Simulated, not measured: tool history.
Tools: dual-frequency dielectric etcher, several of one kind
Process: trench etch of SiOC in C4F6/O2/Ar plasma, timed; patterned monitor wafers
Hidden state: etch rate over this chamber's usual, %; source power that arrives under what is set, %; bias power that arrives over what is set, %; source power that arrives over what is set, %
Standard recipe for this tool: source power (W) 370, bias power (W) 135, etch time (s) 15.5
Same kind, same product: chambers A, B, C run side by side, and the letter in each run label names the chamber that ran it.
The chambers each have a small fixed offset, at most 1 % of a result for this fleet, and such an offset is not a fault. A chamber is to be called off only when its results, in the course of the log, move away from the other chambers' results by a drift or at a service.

| run | hour | source power (W) | bias power (W) | etch time (s) | hours since the last wet clean | hours since the last source power generator calibration | hours since the last bias power generator calibration | read-back reference wafer on the same gauge, depth_nm | mean etch depth across the wafer (angstrom) |
|---|---|---|---|---|---|---|---|---|---|
| 1A | 7.9 | 370 | 135 | 15.5 | 61 | 1158.1 | 379.8 | 23.093 | 284.78 |
| 2C | 19.8 | 370 | 135 | 15.5 | 460 | 3720.1 | 239.5 | 23.091 | 283.56 |
| 3B | 25.6 | 370 | 135 | 15.5 | 407.2 | 1161.6 | 2434 | 23.088 | 284.52 |
| 4C | 32 | 370 | 135 | 15.5 | 472.2 | 3732.3 | 251.7 | 23.083 | 282.62 |
| 5B | 45.2 | 370 | 135 | 15.5 | 426.8 | 1181.2 | 2453.6 | 23.076 | 284.96 |
| 6A | 56.1 | 370 | 135 | 15.5 | 109.2 | 1206.3 | 428 | 23.063 | 284.49 |
| 7B | 62.9 | 370 | 135 | 15.5 | 444.5 | 1198.9 | 2471.3 | 23.066 | 283.67 |
| 8C | 75.1 | 370 | 135 | 15.5 | 515.3 | 3775.4 | 294.8 | 23.065 | 283.25 |
| 9A | 87.5 | 410 | 135 | 15.5 | 140.6 | 1237.7 | 459.4 | 23.055 | 295.22 |
| 10B | 93.7 | 410 | 135 | 15.5 | 475.3 | 1229.7 | 2502.1 | 23.045 | 296.05 |
|  | 97.6 | chamber C: wet clean of the chamber |
| 11C | 101.1 | 410 | 135 | 15.5 | 3.6 | 3801.4 | 320.8 | 23.046 | 294.92 |
| 12A | 110.2 | 370 | 135 | 15.5 | 163.3 | 1260.4 | 482.1 | 23.042 | 283.36 |
| 13A | 119.8 | 370 | 135 | 15.5 | 172.9 | 1270 | 491.7 | 23.037 | 282.97 |
| 14C | 132 | 370 | 135 | 15.5 | 34.5 | 3832.3 | 351.7 | 23.014 | 282.33 |
| 15B | 141.5 | 370 | 135 | 15.5 | 523.1 | 1277.5 | 2549.9 | 23.017 | 284.81 |
| 16B | 148.4 | 370 | 135 | 15.5 | 530 | 1284.4 | 2556.8 | 23.018 | 283.62 |
| 17A | 158.1 | 370 | 135 | 15.5 | 211.2 | 1308.3 | 530 | 23.015 | 282.87 |
| 18C | 166 | 370 | 135 | 15.5 | 68.5 | 3866.3 | 385.7 | 23.006 | 282.49 |
| 19C | 173.3 | 370 | 135 | 15.5 | 75.8 | 3873.6 | 393 | 23.006 | 282.45 |
| 20B | 181.5 | 370 | 135 | 15.5 | 563.1 | 1317.5 | 2589.9 | 23.01 | 283.74 |
| 21A | 191.4 | 370 | 135 | 15.5 | 244.5 | 1341.6 | 563.3 | 22.994 | 283.7 |
| 22C | 200.8 | 370 | 135 | 15.5 | 103.3 | 3901.1 | 420.5 | 22.982 | 281.72 |
| 23A | 207 | 370 | 135 | 15.5 | 260.1 | 1357.2 | 578.9 | 22.993 | 283.13 |
| 24B | 213.3 | 370 | 135 | 15.5 | 594.9 | 1349.3 | 2621.7 | 22.983 | 284.08 |
| 25B | 225.1 | 370 | 135 | 15.5 | 606.7 | 1361.1 | 2633.5 | 22.964 | 283.55 |
| 26A | 237.5 | 370 | 135 | 20 | 290.6 | 1387.7 | 609.4 | 22.976 | 364.79 |

Is one chamber out of step, is the gauge drifting, or do the chambers differ by no more than their own small offsets? For an off chamber, give its letter and the likeliest cause.

Gauge drift. The chambers move together only on paper, and none stands off.
What lies behind it: gauge reads low (%) = 0.589.
